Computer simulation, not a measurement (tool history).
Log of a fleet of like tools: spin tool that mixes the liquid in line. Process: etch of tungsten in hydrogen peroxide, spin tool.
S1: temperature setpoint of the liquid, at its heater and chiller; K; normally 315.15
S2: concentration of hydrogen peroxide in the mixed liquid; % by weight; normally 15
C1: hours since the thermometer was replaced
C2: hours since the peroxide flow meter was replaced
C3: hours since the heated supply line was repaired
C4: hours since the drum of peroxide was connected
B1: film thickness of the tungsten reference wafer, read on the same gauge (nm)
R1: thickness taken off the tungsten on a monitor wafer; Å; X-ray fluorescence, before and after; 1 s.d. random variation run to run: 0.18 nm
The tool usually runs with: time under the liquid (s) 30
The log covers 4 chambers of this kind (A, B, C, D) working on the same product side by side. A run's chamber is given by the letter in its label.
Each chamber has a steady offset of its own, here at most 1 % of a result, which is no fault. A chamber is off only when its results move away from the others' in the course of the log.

-- hour=13 chamber B: heated supply line repaired
run 1B hour=15.5 | S1=315.15 S2=15 time_under_the_liquid_(s)=30 | C1=486.2 C2=778.7 C3=2.5 C4=34.4 | B1=149.97 | R1=207
run 2D hour=26.4 | S1=315.15 S2=15 time_under_the_liquid_(s)=30 | C1=1297.7 C2=1582.2 C3=1538.7 C4=153.8 | B1=149.98 | R1=206.94
run 3A hour=39.4 | S1=315.15 S2=15 time_under_the_liquid_(s)=30 | C1=1976.3 C2=86 C3=2149.7 C4=358.6 | B1=150.04 | R1=204.35
run 4C hour=53.2 | S1=315.15 S2=15 time_under_the_liquid_(s)=30 | C1=1797.2 C2=916.8 C3=679.7 C4=71 | B1=150.02 | R1=204.73
run 5A hour=68.9 | S1=315.15 S2=15 time_under_the_liquid_(s)=30 | C1=2005.8 C2=115.5 C3=2179.2 C4=388.1 | B1=150.01 | R1=204.29
run 6C hour=81 | S1=315.15 S2=15 time_under_the_liquid_(s)=15 | C1=1825 C2=944.6 C3=707.5 C4=98.8 | B1=149.98 | R1=101.76
run 7B hour=89.8 | S1=315.15 S2=15 time_under_the_liquid_(s)=15 | C1=560.5 C2=853 C3=76.8 C4=108.7 | B1=150.01 | R1=103.14
run 8D hour=103.5 | S1=315.15 S2=15 time_under_the_liquid_(s)=15 | C1=1374.8 C2=1659.3 C3=1615.8 C4=230.9 | B1=150 | R1=102.86
run 9D hour=119.1 | S1=315.15 S2=15 time_under_the_liquid_(s)=15 | C1=1390.4 C2=1674.9 C3=1631.4 C4=246.5 | B1=149.97 | R1=102.44
run 10A hour=132.2 | S1=315.15 S2=15 time_under_the_liquid_(s)=30 | C1=2069.1 C2=178.8 C3=2242.5 C4=451.4 | B1=150.03 | R1=208.06
run 11C hour=142.8 | S1=315.15 S2=15 time_under_the_liquid_(s)=30 | C1=1886.8 C2=1006.4 C3=769.3 C4=160.6 | B1=150.01 | R1=201.12
-- hour=149.8 chamber A: new drum of peroxide connected
run 12B hour=154.1 | S1=315.15 S2=15 time_under_the_liquid_(s)=30 | C1=624.8 C2=917.3 C3=141.1 C4=173 | B1=149.97 | R1=206.04
run 13D hour=166.1 | S1=315.15 S2=15 time_under_the_liquid_(s)=30 | C1=1437.4 C2=1721.9 C3=1678.4 C4=293.5 | B1=149.97 | R1=203.32
run 14C hour=175.8 | S1=315.15 S2=15 time_under_the_liquid_(s)=30 | C1=1919.8 C2=1039.4 C3=802.3 C4=193.6 | B1=150 | R1=203.67
run 15A hour=183.5 | S1=315.15 S2=15 time_under_the_liquid_(s)=30 | C1=2120.4 C2=230.1 C3=2293.8 C4=33.8 | B1=150 | R1=210.57
run 16B hour=193.2 | S1=315.15 S2=15 time_under_the_liquid_(s)=30 | C1=663.9 C2=956.4 C3=180.2 C4=212.1 | B1=150 | R1=207.86
run 17D hour=207.3 | S1=315.15 S2=15 time_under_the_liquid_(s)=30 | C1=1478.6 C2=1763.1 C3=1719.6 C4=334.7 | B1=150.02 | R1=208.59
run 18B hour=222.6 | S1=315.15 S2=15 time_under_the_liquid_(s)=30 | C1=693.3 C2=985.8 C3=209.6 C4=241.5 | B1=149.98 | R1=203.77
run 19A hour=232.7 | S1=315.15 S2=15 time_under_the_liquid_(s)=30 | C1=2169.6 C2=279.3 C3=2343 C4=83 | B1=150.03 | R1=207.91
run 20C hour=242.7 | S1=315.15 S2=15 time_under_the_liquid_(s)=30 | C1=1986.7 C2=1106.3 C3=869.2 C4=260.5 | B1=149.97 | R1=200.08
run 21C hour=250.8 | S1=315.15 S2=15 time_under_the_liquid_(s)=30 | C1=1994.8 C2=1114.4 C3=877.3 C4=268.6 | B1=149.96 | R1=195.9
run 22D hour=259.2 | S1=319.15 S2=12.5 time_under_the_liquid_(s)=30 | C1=1530.5 C2=1815 C3=1771.5 C4=386.6 | B1=150.01 | R1=242.56
run 23B hour=268.1 | S1=319.15 S2=12.5 time_under_the_liquid_(s)=30 | C1=738.8 C2=1031.3 C3=255.1 C4=287 | B1=150.01 | R1=242.55
run 24A hour=279.4 | S1=319.15 S2=12.5 time_under_the_liquid_(s)=30 | C1=2216.3 C2=326 C3=2389.7 C4=129.7 | B1=150.02 | R1=245.11
run 25C hour=294.5 | S1=319.15 S2=12.5 time_under_the_liquid_(s)=30 | C1=2038.5 C2=1158.1 C3=921 C4=312.3 | B1=150 | R1=230.09
run 26B hour=303.6 | S1=315.15 S2=12 time_under_the_liquid_(s)=30 | C1=774.3 C2=1066.8 C3=290.6 C4=322.5 | B1=150 | R1=184.05
-- hour=311.1 chamber A: heated supply line repaired
run 27D hour=318.6 | S1=315.15 S2=12 time_under_the_liquid_(s)=30 | C1=1589.9 C2=1874.4 C3=1830.9 C4=446 | B1=149.97 | R1=183.48
run 28A hour=326.5 | S1=315.15 S2=12 time_under_the_liquid_(s)=30 | C1=2263.4 C2=373.1 C3=15.4 C4=176.8 | B1=149.99 | R1=186.23
run 29A hour=338.1 | S1=315.15 S2=12 time_under_the_liquid_(s)=30 | C1=2275 C2=384.7 C3=27 C4=188.4 | B1=149.99 | R1=187.05
run 30D hour=348 | S1=315.15 S2=15 time_under_the_liquid_(s)=30 | C1=1619.3 C2=1903.8 C3=1860.3 C4=475.4 | B1=150 | R1=205.39
run 31C hour=360.7 | S1=315.15 S2=15 time_under_the_liquid_(s)=30 | C1=2104.7 C2=1224.3 C3=987.2 C4=378.5 | B1=150.01 | R1=195.21

Each of the 4 chambers runs these same settings next. Fill in every chamber's results:
run 32A hour=372.3 | S1=320.15 S2=15 time_under_the_liquid_(s)=30 | R1=?
run 32B hour=372.3 | S1=320.15 S2=15 time_under_the_liquid_(s)=30 | R1=?
run 32C hour=372.3 | S1=320.15 S2=15 time_under_the_liquid_(s)=30 | R1=?
run 32D hour=372.3 | S1=320.15 S2=15 time_under_the_liquid_(s)=30 | R1=?

run=32A R1=284.58
run=32B R1=288.82
run=32C R1=261.01
run=32D R1=278.65

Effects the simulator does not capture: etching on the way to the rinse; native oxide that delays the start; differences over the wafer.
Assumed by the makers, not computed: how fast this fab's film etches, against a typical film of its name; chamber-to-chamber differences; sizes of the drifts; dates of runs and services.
